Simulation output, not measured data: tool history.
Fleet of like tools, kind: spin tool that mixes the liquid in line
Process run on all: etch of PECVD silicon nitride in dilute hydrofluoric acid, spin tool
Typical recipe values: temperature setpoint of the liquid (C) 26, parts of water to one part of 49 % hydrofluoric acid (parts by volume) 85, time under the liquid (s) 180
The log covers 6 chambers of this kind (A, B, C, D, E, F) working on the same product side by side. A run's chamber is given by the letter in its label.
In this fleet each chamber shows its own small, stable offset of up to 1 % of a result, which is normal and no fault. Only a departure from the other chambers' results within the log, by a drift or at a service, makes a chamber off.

run,hour,temperature setpoint of the liquid (C),parts of water to one part of 49 % hydrofluoric acid (parts by volume),time under the liquid (s),hours since the thermometer was replaced,hours since the hydrofluoric acid flow meter was replaced,"read-back film thickness of the PECVD silicon nitride reference wafer, read on the same gauge (nm)",thickness taken off the PECVD silicon nitride on a monitor wafer (Å)
1B,7.5,26,85,180,801.9,760.1,60.012,72.433
2C,22.1,26,85,180,1248.4,269.1,60.005,70.853
3A,33.1,26,85,180,47.0,220.7,60.015,71.166
4E,49.0,26,85,180,647.9,572.0,59.989,72.167
5D,56.3,26,85,180,504.7,556.7,60.013,72.512
6F,70.9,26,85,180,869.4,1009.2,60.005,71.812
7D,83.9,26,85,180,532.3,584.3,59.996,71.823
8F,97.1,26,85,180,895.6,1035.4,59.991,71.064
9B,111.6,26,85,180,906.0,864.2,60.010,71.479
10E,122.7,26,85,180,721.6,645.7,59.986,72.473
11C,135.9,26,85,180,1362.2,382.9,60.013,70.478
12A,150.8,26,85,180,164.7,338.4,59.978,71.461
13C,159.6,26,85,180,1385.9,406.6,59.976,71.030
14A,170.8,26,85,180,184.7,358.4,60.000,72.657
15E,178.1,26,85,245,777.0,701.1,60.009,97.992
16B,193.1,26,85,245,987.5,945.7,59.995,97.353
17D,207.6,26,85,245,656.0,708.0,59.989,98.206
18F,221.1,26,85,245,1019.6,1159.4,59.998,97.554
19B,229.3,26,85,245,1023.7,981.9,60.012,98.210
20C,236.3,26,85,245,1462.6,483.3,60.002,97.204
21A,246.2,26,85,180,260.1,433.8,59.995,72.347
22E,261.1,26,85,180,860.0,784.1,60.006,69.917
23D,269.4,26,85,180,717.8,769.8,60.002,71.289
24F,281.5,26,85,180,1080.0,1219.8,60.002,70.990
25D,289.0,26,85,180,737.4,789.4,59.996,71.824
26C,298.4,26,85,180,1524.7,545.4,60.005,70.742
27A,306.6,26,85,230,320.5,494.2,59.984,90.812
28E,316.9,26,85,230,915.8,839.9,60.016,87.802
29F,327.8,26,85,230,1126.3,1266.1,59.994,91.018
30B,338.5,26,85,230,1132.9,1091.1,59.994,91.060
31B,345.4,26,85,230,1139.8,1098.0,59.995,90.846
32F,358.7,26,85,230,1157.2,1297.0,60.011,91.882
33E,371.0,26,85,180,969.9,894.0,59.994,67.024
34D,386.1,26,85,180,834.5,886.5,59.999,71.876
35A,399.5,26,85,180,413.4,587.1,59.986,71.713
36C,410.9,26,100,180,1637.2,657.9,60.024,60.713
# hour 420.2: chamber C: hydrofluoric acid flow meter replaced
37A,424.5,26,100,180,438.4,612.1,60.009,60.814
38D,434.5,26,100,180,882.9,934.9,59.992,61.271
39B,444.6,26,100,180,1239.0,1197.2,60.012,60.826
40C,453.7,26,100,180,1680.0,33.6,59.999,61.336
41E,460.9,26,100,180,1059.8,983.9,59.987,57.653
42F,474.2,26,85,180,1272.7,1412.5,60.007,72.605
43E,487.9,26,85,180,1086.8,1010.9,59.989,66.916
44B,494.8,26,85,180,1289.2,1247.4,60.017,71.486

Next, every chamber runs the same settings. What will each give?
45A,506.2,26,85,180,,,,?
45B,506.2,26,85,180,,,,?
45C,506.2,26,85,180,,,,?
45D,506.2,26,85,180,,,,?
45E,506.2,26,85,180,,,,?
45F,506.2,26,85,180,,,,?

run,thickness taken off the PECVD silicon nitride on a monitor wafer (Å)
45A,70.494
45B,72.253
45C,71.522
45D,71.367
45E,65.527
45F,71.968
